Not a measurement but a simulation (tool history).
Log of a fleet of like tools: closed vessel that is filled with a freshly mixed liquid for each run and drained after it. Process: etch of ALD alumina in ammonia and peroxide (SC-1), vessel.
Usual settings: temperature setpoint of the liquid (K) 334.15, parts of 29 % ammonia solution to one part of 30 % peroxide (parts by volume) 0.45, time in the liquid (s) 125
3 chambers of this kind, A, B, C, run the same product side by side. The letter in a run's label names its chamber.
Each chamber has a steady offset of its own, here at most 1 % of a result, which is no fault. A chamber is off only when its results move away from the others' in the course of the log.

run,day,temperature setpoint of the liquid (K),parts of 29 % ammonia solution to one part of 30 % peroxide (parts by volume),time in the liquid (s),"read-back film thickness of the ALD alumina reference wafer, read on the same gauge (nm)",thickness taken off the ALD alumina on a monitor wafer (nm)
1B,0.292,334.15,0.45,125,89.988,10.4410
# day 0.375: chamber C: new drum of ammonia solution connected
2A,0.896,334.15,0.45,125,90.006,10.4180
# day 0.925: chamber A: new drum of ammonia solution connected
3C,1.392,334.15,0.45,125,90.000,10.4670
4B,1.971,334.15,0.45,125,89.984,10.5640
5C,2.475,334.15,0.45,125,90.003,10.3230
6A,2.954,334.15,0.45,125,90.000,10.5070
7C,3.604,334.15,0.45,60,90.011,4.9971
8A,4.142,334.15,0.45,60,90.005,5.0329
9B,4.688,334.15,0.45,60,90.029,5.0144
10C,5.042,334.15,0.45,125,90.021,10.3990
11A,5.488,334.15,0.45,125,89.991,10.5080
12B,6.079,334.15,0.45,125,90.003,10.4890
13C,6.696,334.15,0.45,125,90.008,10.4060
14B,7.242,334.15,0.45,125,89.996,10.5000
15A,7.646,334.15,0.45,125,90.012,10.6650
16B,7.975,334.15,0.45,195,89.977,16.3280
17A,8.571,334.15,0.45,195,90.004,16.5500
18C,9.179,334.15,0.45,195,89.986,16.2110
19B,9.521,334.15,0.45,125,90.002,10.4680
# day 9.767: chamber A: new drum of ammonia solution connected
20A,9.825,342.15,0.60,125,90.001,16.2030
21C,10.412,342.15,0.60,125,89.974,15.9530
22A,10.700,342.15,0.60,125,90.035,16.2310
23C,11.096,334.15,0.45,125,89.993,10.4030
24B,11.721,325.65,0.45,185,89.989,9.9535
25A,12.138,325.65,0.45,185,90.009,10.1040
26B,12.679,325.65,0.45,185,90.003,9.9473
27C,13.292,334.15,0.45,125,89.998,10.4210
# day 13.675: chamber B: ammonia flow meter replaced
28A,13.788,334.15,0.45,125,90.013,10.6790
# day 14.146: chamber B: thermometer replaced
29C,14.212,334.15,0.45,125,90.027,10.4410
30B,14.554,334.15,0.45,125,89.971,10.3830
31B,14.921,334.15,0.45,125,90.009,10.3780
32C,15.396,334.15,0.45,125,90.014,10.3350
33A,16.029,334.15,0.45,125,89.994,10.6980

Next, every chamber runs the same settings. What will each give?
34A,16.508,334.15,0.45,125,,?
34B,16.508,334.15,0.45,125,,?
34C,16.508,334.15,0.45,125,,?

run,thickness taken off the ALD alumina on a monitor wafer (nm)
34A,10.6700
34B,10.3980
34C,10.3490
